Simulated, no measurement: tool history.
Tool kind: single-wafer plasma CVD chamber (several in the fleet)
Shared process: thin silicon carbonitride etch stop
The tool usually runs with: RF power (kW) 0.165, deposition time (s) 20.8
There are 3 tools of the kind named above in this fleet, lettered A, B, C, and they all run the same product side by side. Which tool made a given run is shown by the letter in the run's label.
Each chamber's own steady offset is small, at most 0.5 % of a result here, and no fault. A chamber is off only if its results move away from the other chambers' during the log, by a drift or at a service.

run	hour	RF power (kW)	deposition time (s)	read-back reference wafer on the same gauge, thickness_nm	mean film thickness on the monitor wafer (angstrom)
1B	4.7	0.165	20.8	11.895	112.38
2C	9.6	0.165	20.8	11.893	111.51
3A	16.2	0.165	20.8	11.888	111.4
4B	21.3	0.165	20.8	11.89	112.54
5A	28.2	0.165	20.8	11.885	111.19
6C	32.7	0.165	20.8	11.875	111.3
7C	38.7	0.165	20.8	11.878	111.13
8A	45.6	0.165	20.8	11.879	111.3
9B	50.1	0.165	20.8	11.876	112.13
10A	56	0.165	20.8	11.869	111.19
11B	64	0.165	20.8	11.865	111.6
12C	68.3	0.165	20.8	11.864	110.85
13A	72.3	0.165	20.8	11.863	111.44
14C	78.4	0.15	22.7	11.857	117.76
15B	83.5	0.15	22.7	11.852	118.49
16C	91.2	0.15	22.7	11.846	117.57
17A	98.8	0.165	20.8	11.845	110.92
18B	105.9	0.165	20.8	11.843	111.49
19B	109.6	0.175	20.8	11.837	113.5
20C	116.8	0.175	20.8	11.836	112.49
21A	120.7	0.175	20.8	11.833	112.68
22A	126.2	0.165	20.8	11.835	110.96

What goes on in this fleet: one chamber off, a drifting gauge, or nothing beyond the chambers' own small offsets? Name the chamber and the cause, if any.

It is the gauge, not a chamber: its drift shows up in every chamber's results at once, and no chamber is off.
Likeliest cause: gauge reads low (%) = 0.616.

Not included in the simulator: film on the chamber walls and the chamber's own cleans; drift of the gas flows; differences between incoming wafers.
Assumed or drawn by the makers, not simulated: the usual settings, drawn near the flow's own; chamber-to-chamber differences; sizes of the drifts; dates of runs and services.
